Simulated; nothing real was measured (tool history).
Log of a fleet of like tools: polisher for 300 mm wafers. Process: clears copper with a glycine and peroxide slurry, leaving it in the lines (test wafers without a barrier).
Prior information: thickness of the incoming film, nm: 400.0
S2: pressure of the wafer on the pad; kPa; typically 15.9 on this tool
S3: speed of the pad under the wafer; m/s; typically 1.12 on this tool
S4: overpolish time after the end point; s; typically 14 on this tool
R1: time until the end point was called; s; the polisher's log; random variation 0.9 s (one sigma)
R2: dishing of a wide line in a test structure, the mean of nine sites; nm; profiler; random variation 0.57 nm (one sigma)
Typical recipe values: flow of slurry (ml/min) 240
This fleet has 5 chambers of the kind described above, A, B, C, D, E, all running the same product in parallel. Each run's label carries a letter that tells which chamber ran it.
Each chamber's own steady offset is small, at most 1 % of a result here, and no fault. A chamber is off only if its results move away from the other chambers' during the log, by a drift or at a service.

run 1B hour=7.1 | flow_of_slurry_(ml/min)=240 S2=15.9 S3=1.12 S4=14 | R1=74.925 R2=37.941
-- hour=8.4 chamber C: slurry nozzle cleaned
run 2A hour=14.7 | flow_of_slurry_(ml/min)=240 S2=15.9 S3=1.12 S4=14 | R1=77.431 R2=37.883
run 3C hour=20.8 | flow_of_slurry_(ml/min)=240 S2=15.9 S3=1.12 S4=14 | R1=75.960 R2=38.057
run 4D hour=26.6 | flow_of_slurry_(ml/min)=240 S2=15.9 S3=1.12 S4=14 | R1=78.117 R2=37.884
-- hour=27.5 chamber D: worn pad replaced by a new one
run 5E hour=34.6 | flow_of_slurry_(ml/min)=240 S2=15.9 S3=1.12 S4=14 | R1=75.777 R2=37.363
run 6D hour=46.0 | flow_of_slurry_(ml/min)=240 S2=15.9 S3=1.12 S4=14 | R1=73.947 R2=37.562
-- hour=54.6 chamber B: worn pad replaced by a new one
run 7C hour=56.8 | flow_of_slurry_(ml/min)=240 S2=15.9 S3=1.12 S4=14 | R1=74.303 R2=38.057
-- hour=61.1 chamber A: worn pad replaced by a new one
run 8A hour=65.3 | flow_of_slurry_(ml/min)=240 S2=15.9 S3=1.12 S4=14 | R1=75.636 R2=38.300
run 9B hour=74.4 | flow_of_slurry_(ml/min)=240 S2=15.9 S3=1.12 S4=14 | R1=74.558 R2=38.204
-- hour=76.8 chamber C: worn pad replaced by a new one
run 10E hour=79.6 | flow_of_slurry_(ml/min)=240 S2=15.9 S3=1.38 S4=7 | R1=63.724 R2=26.245
run 11A hour=90.0 | flow_of_slurry_(ml/min)=240 S2=15.9 S3=1.38 S4=7 | R1=65.157 R2=26.382
-- hour=96.4 chamber D: worn pad replaced by a new one
run 12E hour=97.9 | flow_of_slurry_(ml/min)=240 S2=15.9 S3=1.38 S4=7 | R1=64.789 R2=25.968
run 13C hour=103.9 | flow_of_slurry_(ml/min)=240 S2=15.9 S3=1.38 S4=7 | R1=63.841 R2=26.924
run 14D hour=115.0 | flow_of_slurry_(ml/min)=240 S2=15.9 S3=1.38 S4=7 | R1=64.524 R2=27.293
-- hour=119.5 chamber B: worn pad replaced by a new one
run 15B hour=123.3 | flow_of_slurry_(ml/min)=240 S2=15.9 S3=1.12 S4=14 | R1=75.200 R2=38.760
-- hour=125.0 chamber E: worn pad replaced by a new one
run 16E hour=131.8 | flow_of_slurry_(ml/min)=240 S2=15.9 S3=1.12 S4=14 | R1=75.550 R2=36.899
-- hour=138.9 chamber A: worn pad replaced by a new one
run 17C hour=139.5 | flow_of_slurry_(ml/min)=240 S2=15.9 S3=1.12 S4=14 | R1=75.591 R2=36.852
run 18A hour=146.2 | flow_of_slurry_(ml/min)=240 S2=15.9 S3=1.12 S4=14 | R1=75.907 R2=37.625
run 19B hour=157.4 | flow_of_slurry_(ml/min)=240 S2=15.9 S3=1.12 S4=14 | R1=74.072 R2=38.873
run 20D hour=165.4 | flow_of_slurry_(ml/min)=240 S2=15.9 S3=1.40 S4=14 | R1=64.484 R2=41.083
run 21C hour=171.3 | flow_of_slurry_(ml/min)=240 S2=15.9 S3=1.40 S4=14 | R1=62.182 R2=41.917
run 22A hour=178.4 | flow_of_slurry_(ml/min)=240 S2=15.9 S3=1.40 S4=14 | R1=62.950 R2=39.995
-- hour=182.8 chamber D: worn pad replaced by a new one
run 23E hour=183.5 | flow_of_slurry_(ml/min)=240 S2=15.9 S3=1.40 S4=14 | R1=63.341 R2=41.027
-- hour=189.0 chamber B: worn pad replaced by a new one
run 24B hour=195.1 | flow_of_slurry_(ml/min)=240 S2=15.9 S3=1.40 S4=14 | R1=63.975 R2=41.875
run 25D hour=204.6 | flow_of_slurry_(ml/min)=240 S2=15.9 S3=1.12 S4=14 | R1=76.687 R2=37.522
-- hour=209.5 chamber C: worn pad replaced by a new one
run 26C hour=209.7 | flow_of_slurry_(ml/min)=240 S2=15.9 S3=1.12 S4=14 | R1=74.911 R2=38.030
-- hour=213.5 chamber B: slurry nozzle cleaned
-- hour=214.0 chamber B: head pressure recalibrated
-- hour=214.9 chamber A: worn pad replaced by a new one
run 27A hour=217.3 | flow_of_slurry_(ml/min)=240 S2=15.9 S3=1.12 S4=14 | R1=76.833 R2=36.715
run 28D hour=225.3 | flow_of_slurry_(ml/min)=240 S2=15.9 S3=1.12 S4=14 | R1=75.949 R2=37.354
run 29B hour=236.3 | flow_of_slurry_(ml/min)=240 S2=15.9 S3=1.12 S4=14 | R1=76.284 R2=37.648
-- hour=244.1 chamber B: worn pad replaced by a new one
run 30E hour=246.4 | flow_of_slurry_(ml/min)=240 S2=15.9 S3=1.12 S4=14 | R1=74.776 R2=37.256
-- hour=250.4 chamber E: worn pad replaced by a new one
run 31B hour=253.9 | flow_of_slurry_(ml/min)=240 S2=15.9 S3=1.12 S4=14 | R1=74.313 R2=37.989
run 32E hour=259.4 | flow_of_slurry_(ml/min)=240 S2=15.9 S3=1.12 S4=14 | R1=75.636 R2=38.648
-- hour=259.7 chamber C: slurry nozzle cleaned
-- hour=260.6 chamber D: worn pad replaced by a new one
run 33A hour=266.8 | flow_of_slurry_(ml/min)=240 S2=15.9 S3=1.12 S4=14 | R1=76.480 R2=37.385
run 34C hour=272.3 | flow_of_slurry_(ml/min)=240 S2=15.9 S3=1.12 S4=14 | R1=76.504 R2=38.180
run 35D hour=279.2 | flow_of_slurry_(ml/min)=240 S2=15.9 S3=1.12 S4=14 | R1=75.541 R2=37.525
run 36C hour=285.3 | flow_of_slurry_(ml/min)=240 S2=15.9 S3=1.12 S4=10 | R1=77.430 R2=30.364
run 37D hour=293.4 | flow_of_slurry_(ml/min)=240 S2=15.9 S3=1.12 S4=10 | R1=77.561 R2=30.160
run 38A hour=302.0 | flow_of_slurry_(ml/min)=240 S2=15.9 S3=1.12 S4=10 | R1=77.518 R2=30.395
-- hour=310.9 chamber B: worn pad replaced by a new one
run 39B hour=313.5 | flow_of_slurry_(ml/min)=240 S2=15.9 S3=1.12 S4=10 | R1=74.618 R2=31.336
run 40E hour=323.6 | flow_of_slurry_(ml/min)=240 S2=15.9 S3=1.12 S4=10 | R1=75.228 R2=29.941

All chambers now run identical settings, listed one chamber a line with results as question marks. What results will each chamber show?
run 41A hour=331.9 | flow_of_slurry_(ml/min)=240 S2=15.9 S3=0.94 S4=14 | R1=? R2=?
run 41B hour=331.9 | flow_of_slurry_(ml/min)=240 S2=15.9 S3=0.94 S4=14 | R1=? R2=?
run 41C hour=331.9 | flow_of_slurry_(ml/min)=240 S2=15.9 S3=0.94 S4=14 | R1=? R2=?
run 41D hour=331.9 | flow_of_slurry_(ml/min)=240 S2=15.9 S3=0.94 S4=14 | R1=? R2=?
run 41E hour=331.9 | flow_of_slurry_(ml/min)=240 S2=15.9 S3=0.94 S4=14 | R1=? R2=?

run=41A R1=86.679 R2=34.604
run=41B R1=88.604 R2=34.780
run=41C R1=86.265 R2=34.809
run=41D R1=87.246 R2=34.223
run=41E R1=87.695 R2=35.570
